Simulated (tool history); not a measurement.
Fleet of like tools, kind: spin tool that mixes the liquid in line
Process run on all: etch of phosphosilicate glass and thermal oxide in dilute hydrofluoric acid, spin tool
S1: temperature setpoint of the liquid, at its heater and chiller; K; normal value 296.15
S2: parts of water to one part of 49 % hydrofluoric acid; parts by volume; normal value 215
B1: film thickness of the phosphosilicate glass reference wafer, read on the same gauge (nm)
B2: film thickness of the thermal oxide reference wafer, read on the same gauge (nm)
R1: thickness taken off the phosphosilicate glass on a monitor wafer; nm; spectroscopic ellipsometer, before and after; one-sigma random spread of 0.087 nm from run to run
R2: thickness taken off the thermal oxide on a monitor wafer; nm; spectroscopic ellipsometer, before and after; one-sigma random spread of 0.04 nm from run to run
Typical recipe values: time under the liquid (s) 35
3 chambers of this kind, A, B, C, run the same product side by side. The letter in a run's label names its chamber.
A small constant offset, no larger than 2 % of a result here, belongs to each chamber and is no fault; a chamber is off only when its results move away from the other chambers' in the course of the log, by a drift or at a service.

Run 1A, hour 7.1: usual settings; B1 150.02; B2 70. Result: R1 14.328 nm, R2 0.63964 nm.
Run 2C, hour 13.4: usual settings; B1 150; B2 70.005. Result: R1 14.292 nm, R2 0.64811 nm.
Run 3B, hour 19.5: usual settings; B1 150; B2 70.031. Result: R1 14.438 nm, R2 0.60692 nm.
Run 4C, hour 31.3: usual settings; B1 150.04; B2 70.015. Result: R1 14.407 nm, R2 0.6312 nm.
Run 5B, hour 37.8: usual settings; B1 150; B2 70.002. Result: R1 14.514 nm, R2 0.65971 nm.
Run 6A, hour 48.1: usual settings; B1 150; B2 69.997. Result: R1 14.358 nm, R2 0.68218 nm.
At hour 48.8: chamber B: hydrofluoric acid flow meter replaced.
Run 7A, hour 55.7: usual settings; B1 150; B2 70.017. Result: R1 14.45 nm, R2 0.7194 nm.
Run 8C, hour 68.4: usual settings but S1 294.65 K, time under the liquid (s) 50; B1 149.99; B2 69.994. Result: R1 19.222 nm, R2 0.84743 nm.
Run 9B, hour 74.7: usual settings but S1 294.65 K, time under the liquid (s) 50; B1 150.02; B2 70. Result: R1 19.718 nm, R2 0.88421 nm.
Run 10B, hour 86.1: usual settings but S1 294.65 K, time under the liquid (s) 50; B1 149.99; B2 69.994. Result: R1 19.51 nm, R2 0.96256 nm.
Run 11A, hour 98.2: usual settings; B1 149.97; B2 69.959. Result: R1 14.392 nm, R2 0.66514 nm.
Run 12C, hour 105.7: usual settings; B1 149.99; B2 69.994. Result: R1 14.446 nm, R2 0.66276 nm.
Run 13A, hour 115.4: usual settings; B1 150.01; B2 69.981. Result: R1 14.3 nm, R2 0.63634 nm.
Run 14B, hour 126.9: usual settings; B1 150.02; B2 69.975. Result: R1 14.488 nm, R2 0.66829 nm.
Run 15C, hour 135: usual settings; B1 150; B2 69.979. Result: R1 14.33 nm, R2 0.57718 nm.
Run 16C, hour 148.1: usual settings; B1 149.95; B2 69.974. Result: R1 14.457 nm, R2 0.67443 nm.
Run 17B, hour 157.6: usual settings; B1 150; B2 69.994. Result: R1 14.484 nm, R2 0.70385 nm.
Run 18A, hour 170.3: usual settings; B1 150.01; B2 69.977. Result: R1 14.528 nm, R2 0.69899 nm.
Run 19B, hour 178.2: usual settings; B1 149.97; B2 70.057. Result: R1 14.595 nm, R2 0.56663 nm.
At hour 186.8: chamber C: hydrofluoric acid flow meter replaced.
Run 20A, hour 188: usual settings; B1 150.02; B2 69.998. Result: R1 14.299 nm, R2 0.65443 nm.
Run 21C, hour 194.2: usual settings; B1 149.99; B2 69.991. Result: R1 14.301 nm, R2 0.59115 nm.
Run 22A, hour 200.3: usual settings; B1 150; B2 69.996. Result: R1 14.274 nm, R2 0.64399 nm.
Run 23B, hour 206.6: usual settings but S1 291.15 K; B1 149.99; B2 70.006. Result: R1 12.146 nm, R2 0.58077 nm.
Run 24C, hour 213.2: usual settings but S1 291.15 K; B1 150.01; B2 69.998. Result: R1 11.886 nm, R2 0.58152 nm.
Run 25C, hour 223.3: usual settings but S1 291.15 K; B1 150; B2 69.984. Result: R1 11.773 nm, R2 0.50804 nm.
Run 26B, hour 231.1: usual settings; B1 149.99; B2 69.995. Result: R1 14.546 nm, R2 0.68946 nm.

What goes on in this fleet: one chamber off, a drifting gauge, or nothing beyond the chambers' own small offsets? Name the chamber and the cause, if any.

Neither any chamber nor the gauge drifts; the chambers differ only by their own small, steady offsets.

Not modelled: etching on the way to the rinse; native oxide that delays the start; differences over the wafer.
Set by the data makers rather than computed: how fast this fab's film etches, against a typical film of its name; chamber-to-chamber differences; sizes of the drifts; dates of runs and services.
